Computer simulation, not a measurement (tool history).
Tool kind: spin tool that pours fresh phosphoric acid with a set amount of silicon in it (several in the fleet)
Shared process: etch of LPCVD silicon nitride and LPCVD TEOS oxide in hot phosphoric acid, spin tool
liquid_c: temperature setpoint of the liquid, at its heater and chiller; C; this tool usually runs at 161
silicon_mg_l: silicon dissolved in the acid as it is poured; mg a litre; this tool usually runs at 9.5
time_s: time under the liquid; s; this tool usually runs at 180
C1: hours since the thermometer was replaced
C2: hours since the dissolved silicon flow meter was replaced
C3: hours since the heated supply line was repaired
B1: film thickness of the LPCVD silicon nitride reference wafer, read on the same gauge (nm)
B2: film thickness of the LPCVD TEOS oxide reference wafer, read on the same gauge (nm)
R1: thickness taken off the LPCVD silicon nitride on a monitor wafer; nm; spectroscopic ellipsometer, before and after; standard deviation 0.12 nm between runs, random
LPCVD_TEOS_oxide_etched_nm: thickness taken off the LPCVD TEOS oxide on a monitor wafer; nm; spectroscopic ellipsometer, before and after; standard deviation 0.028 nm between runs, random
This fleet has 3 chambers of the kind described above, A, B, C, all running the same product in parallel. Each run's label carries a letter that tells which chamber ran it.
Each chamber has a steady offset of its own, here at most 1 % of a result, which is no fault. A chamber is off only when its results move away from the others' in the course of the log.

{"run": "1A", "hour": 6.6, "liquid_c": 161, "silicon_mg_l": 9.5, "time_s": 180, "C1": 39.3, "C2": 635.1, "C3": 270, "B1": 100.02, "B2": 139.99, "R1": 15.876, "LPCVD_TEOS_oxide_etched_nm": 0.76733}
{"run": "2B", "hour": 13.5, "liquid_c": 161, "silicon_mg_l": 9.5, "time_s": 180, "C1": 99.2, "C2": 658.1, "C3": 1859.6, "B1": 99.994, "B2": 140.01, "R1": 15.701, "LPCVD_TEOS_oxide_etched_nm": 0.84882}
{"run": "3C", "hour": 19.9, "liquid_c": 161, "silicon_mg_l": 9.5, "time_s": 180, "C1": 212.9, "C2": 412.9, "C3": 1183.1, "B1": 99.999, "B2": 139.99, "R1": 15.994, "LPCVD_TEOS_oxide_etched_nm": 0.85809}
{"run": "4A", "hour": 23.9, "liquid_c": 161, "silicon_mg_l": 9.5, "time_s": 180, "C1": 56.6, "C2": 652.4, "C3": 287.3, "B1": 99.982, "B2": 140.01, "R1": 15.827, "LPCVD_TEOS_oxide_etched_nm": 0.83146}
{"run": "5C", "hour": 29.3, "liquid_c": 161, "silicon_mg_l": 9.5, "time_s": 180, "C1": 222.3, "C2": 422.3, "C3": 1192.5, "B1": 100.01, "B2": 140.01, "R1": 15.985, "LPCVD_TEOS_oxide_etched_nm": 0.75043}
{"run": "6B", "hour": 33.2, "liquid_c": 161, "silicon_mg_l": 9.5, "time_s": 180, "C1": 118.9, "C2": 677.8, "C3": 1879.3, "B1": 99.996, "B2": 139.98, "R1": 15.938, "LPCVD_TEOS_oxide_etched_nm": 0.83933}
{"run": "7B", "hour": 38.8, "liquid_c": 161, "silicon_mg_l": 9.5, "time_s": 180, "C1": 124.5, "C2": 683.4, "C3": 1884.9, "B1": 100.01, "B2": 139.98, "R1": 15.692, "LPCVD_TEOS_oxide_etched_nm": 0.88097}
{"run": "8A", "hour": 44.1, "liquid_c": 161, "silicon_mg_l": 9.5, "time_s": 180, "C1": 76.8, "C2": 672.6, "C3": 307.5, "B1": 99.989, "B2": 140.01, "R1": 15.986, "LPCVD_TEOS_oxide_etched_nm": 0.8856}
{"run": "9C", "hour": 50.4, "liquid_c": 161, "silicon_mg_l": 9.5, "time_s": 180, "C1": 243.4, "C2": 443.4, "C3": 1213.6, "B1": 100.01, "B2": 139.99, "R1": 15.956, "LPCVD_TEOS_oxide_etched_nm": 0.84518}
{"hour": 51.3, "done": "chamber B: dissolved silicon flow meter replaced"}
{"run": "10C", "hour": 55.5, "liquid_c": 161, "silicon_mg_l": 9.5, "time_s": 180, "C1": 248.5, "C2": 448.5, "C3": 1218.7, "B1": 99.995, "B2": 139.98, "R1": 15.776, "LPCVD_TEOS_oxide_etched_nm": 0.81288}
{"run": "11B", "hour": 60.2, "liquid_c": 161, "silicon_mg_l": 9.5, "time_s": 180, "C1": 145.9, "C2": 9, "C3": 1906.3, "B1": 100.02, "B2": 140, "R1": 15.944, "LPCVD_TEOS_oxide_etched_nm": 0.81472}
{"run": "12A", "hour": 64.4, "liquid_c": 161, "silicon_mg_l": 9.5, "time_s": 115, "C1": 97.1, "C2": 692.9, "C3": 327.8, "B1": 100, "B2": 140, "R1": 10.144, "LPCVD_TEOS_oxide_etched_nm": 0.55482}
{"run": "13C", "hour": 68.0, "liquid_c": 161, "silicon_mg_l": 9.5, "time_s": 115, "C1": 261, "C2": 461, "C3": 1231.2, "B1": 99.998, "B2": 140.01, "R1": 10.324, "LPCVD_TEOS_oxide_etched_nm": 0.5397}
{"run": "14A", "hour": 73.3, "liquid_c": 161, "silicon_mg_l": 9.5, "time_s": 115, "C1": 106, "C2": 701.8, "C3": 336.7, "B1": 100, "B2": 139.99, "R1": 10.081, "LPCVD_TEOS_oxide_etched_nm": 0.52807}
{"run": "15B", "hour": 77.1, "liquid_c": 161, "silicon_mg_l": 9.5, "time_s": 180, "C1": 162.8, "C2": 25.9, "C3": 1923.2, "B1": 100.01, "B2": 139.98, "R1": 15.574, "LPCVD_TEOS_oxide_etched_nm": 0.84286}
{"run": "16C", "hour": 80.6, "liquid_c": 161, "silicon_mg_l": 9.5, "time_s": 180, "C1": 273.6, "C2": 473.6, "C3": 1243.8, "B1": 99.999, "B2": 140.01, "R1": 15.948, "LPCVD_TEOS_oxide_etched_nm": 0.81169}
{"run": "17A", "hour": 84.7, "liquid_c": 161, "silicon_mg_l": 9.5, "time_s": 180, "C1": 117.4, "C2": 713.2, "C3": 348.1, "B1": 100.01, "B2": 140, "R1": 15.842, "LPCVD_TEOS_oxide_etched_nm": 0.87447}
{"run": "18B", "hour": 91.3, "liquid_c": 161, "silicon_mg_l": 9.5, "time_s": 180, "C1": 177, "C2": 40.1, "C3": 1937.4, "B1": 99.989, "B2": 140.01, "R1": 15.805, "LPCVD_TEOS_oxide_etched_nm": 0.86158}
{"run": "19B", "hour": 97.7, "liquid_c": 161, "silicon_mg_l": 9.5, "time_s": 180, "C1": 183.4, "C2": 46.5, "C3": 1943.8, "B1": 99.986, "B2": 139.99, "R1": 15.769, "LPCVD_TEOS_oxide_etched_nm": 0.89597}
{"run": "20C", "hour": 104.3, "liquid_c": 161, "silicon_mg_l": 9.5, "time_s": 180, "C1": 297.3, "C2": 497.3, "C3": 1267.5, "B1": 100.01, "B2": 140.02, "R1": 15.989, "LPCVD_TEOS_oxide_etched_nm": 0.82681}
{"run": "21A", "hour": 110.3, "liquid_c": 161, "silicon_mg_l": 9.5, "time_s": 180, "C1": 143, "C2": 738.8, "C3": 373.7, "B1": 99.997, "B2": 140.02, "R1": 15.835, "LPCVD_TEOS_oxide_etched_nm": 0.81489}

Predict what each chamber gives when all 3 of them run the settings below next.
{"run": "22A", "hour": 115.5, "liquid_c": 161, "silicon_mg_l": 9.5, "time_s": 180, "R1": "?", "LPCVD_TEOS_oxide_etched_nm": "?"}
{"run": "22B", "hour": 115.5, "liquid_c": 161, "silicon_mg_l": 9.5, "time_s": 180, "R1": "?", "LPCVD_TEOS_oxide_etched_nm": "?"}
{"run": "22C", "hour": 115.5, "liquid_c": 161, "silicon_mg_l": 9.5, "time_s": 180, "R1": "?", "LPCVD_TEOS_oxide_etched_nm": "?"}

run=22A R1=15.895 LPCVD_TEOS_oxide_etched_nm=0.81504
run=22B R1=15.97 LPCVD_TEOS_oxide_etched_nm=0.84327
run=22C R1=15.904 LPCVD_TEOS_oxide_etched_nm=0.84877
